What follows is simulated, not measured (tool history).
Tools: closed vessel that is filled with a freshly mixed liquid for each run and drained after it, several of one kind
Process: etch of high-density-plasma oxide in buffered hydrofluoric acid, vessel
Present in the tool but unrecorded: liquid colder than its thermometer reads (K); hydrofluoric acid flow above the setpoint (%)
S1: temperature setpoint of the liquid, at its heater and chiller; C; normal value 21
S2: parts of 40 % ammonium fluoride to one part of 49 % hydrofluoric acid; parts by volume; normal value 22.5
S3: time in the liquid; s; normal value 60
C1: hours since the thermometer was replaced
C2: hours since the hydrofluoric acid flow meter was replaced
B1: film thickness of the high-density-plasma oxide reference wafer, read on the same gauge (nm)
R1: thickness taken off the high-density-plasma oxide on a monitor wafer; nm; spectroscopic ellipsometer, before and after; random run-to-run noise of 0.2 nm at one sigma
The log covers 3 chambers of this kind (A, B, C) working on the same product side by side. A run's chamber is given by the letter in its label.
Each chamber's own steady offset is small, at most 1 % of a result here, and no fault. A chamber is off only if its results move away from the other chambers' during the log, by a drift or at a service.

run 1C hour=6 | S1=21 S2=22.5 S3=60 | C1=656.7 C2=112.5 | B1=39.997 | R1=46.431
run 2B hour=11.9 | S1=21 S2=22.5 S3=60 | C1=1234.6 C2=854.3 | B1=39.995 | R1=46.575
run 3A hour=17 | S1=21 S2=22.5 S3=60 | C1=403 C2=415.5 | B1=40.001 | R1=45.964
run 4A hour=22.1 | S1=21 S2=22.5 S3=60 | C1=408.1 C2=420.6 | B1=39.992 | R1=45.712
run 5B hour=27.2 | S1=21 S2=22.5 S3=60 | C1=1249.9 C2=869.6 | B1=40.008 | R1=46.017
run 6C hour=35.6 | S1=21 S2=22.5 S3=60 | C1=686.3 C2=142.1 | B1=39.978 | R1=46.289
run 7B hour=42.5 | S1=21 S2=22.5 S3=60 | C1=1265.2 C2=884.9 | B1=40.001 | R1=46.168
run 8A hour=51.6 | S1=21 S2=22.5 S3=35 | C1=437.6 C2=450.1 | B1=39.98 | R1=26.822
run 9C hour=58.5 | S1=21 S2=22.5 S3=35 | C1=709.2 C2=165 | B1=39.986 | R1=27.124
-- hour=64.6 chamber A: hydrofluoric acid flow meter replaced
run 10B hour=67.8 | S1=21 S2=22.5 S3=35 | C1=1290.5 C2=910.2 | B1=40 | R1=27.307
run 11A hour=75.9 | S1=21 S2=22.5 S3=60 | C1=461.9 C2=11.3 | B1=39.968 | R1=45.701
run 12C hour=84.4 | S1=21 S2=22.5 S3=60 | C1=735.1 C2=190.9 | B1=40.028 | R1=46.415
run 13C hour=93.6 | S1=21 S2=22.5 S3=60 | C1=744.3 C2=200.1 | B1=40.005 | R1=46.144
run 14A hour=100.7 | S1=21 S2=22.5 S3=60 | C1=486.7 C2=36.1 | B1=40.016 | R1=45.952
run 15B hour=105.2 | S1=21 S2=22.5 S3=60 | C1=1327.9 C2=947.6 | B1=40.01 | R1=47.476
run 16B hour=111.7 | S1=19 S2=22.5 S3=60 | C1=1334.4 C2=954.1 | B1=39.989 | R1=42.553
run 17A hour=120.9 | S1=19 S2=22.5 S3=60 | C1=506.9 C2=56.3 | B1=39.985 | R1=40.879
run 18C hour=125.8 | S1=19 S2=22.5 S3=60 | C1=776.5 C2=232.3 | B1=40.001 | R1=41.201
run 19B hour=132.7 | S1=21 S2=29 S3=35 | C1=1355.4 C2=975.1 | B1=39.985 | R1=23.271
-- hour=137.7 chamber A: thermometer replaced
run 20C hour=141.6 | S1=21 S2=29 S3=35 | C1=792.3 C2=248.1 | B1=40.004 | R1=22.714
run 21A hour=150.4 | S1=21 S2=29 S3=35 | C1=12.7 C2=85.8 | B1=40.015 | R1=22.491
run 22C hour=159.8 | S1=25.5 S2=14 S3=60 | C1=810.5 C2=266.3 | B1=39.993 | R1=91.044
run 23A hour=166.4 | S1=25.5 S2=14 S3=60 | C1=28.7 C2=101.8 | B1=39.999 | R1=91.442
run 24B hour=173.9 | S1=25.5 S2=14 S3=60 | C1=1396.6 C2=1016.3 | B1=39.985 | R1=96.691
run 25B hour=182.7 | S1=21 S2=22.5 S3=60 | C1=1405.4 C2=1025.1 | B1=40.01 | R1=47.928
run 26C hour=193.1 | S1=21 S2=22.5 S3=60 | C1=843.8 C2=299.6 | B1=39.996 | R1=46.067
run 27A hour=200.4 | S1=21 S2=22.5 S3=60 | C1=62.7 C2=135.8 | B1=40.008 | R1=46.065
run 28C hour=206.7 | S1=21 S2=22.5 S3=60 | C1=857.4 C2=313.2 | B1=40.011 | R1=46.516
run 29B hour=213.9 | S1=21 S2=22.5 S3=60 | C1=1436.6 C2=1056.3 | B1=39.99 | R1=48.325

Next, all 3 chambers run the settings below, one line each with question marks for the results. What does each chamber give?
run 30A hour=221.5 | S1=21 S2=22.5 S3=60 | R1=?
run 30B hour=221.5 | S1=21 S2=22.5 S3=60 | R1=?
run 30C hour=221.5 | S1=21 S2=22.5 S3=60 | R1=?

run=30A R1=45.66
run=30B R1=48.762
run=30C R1=45.918

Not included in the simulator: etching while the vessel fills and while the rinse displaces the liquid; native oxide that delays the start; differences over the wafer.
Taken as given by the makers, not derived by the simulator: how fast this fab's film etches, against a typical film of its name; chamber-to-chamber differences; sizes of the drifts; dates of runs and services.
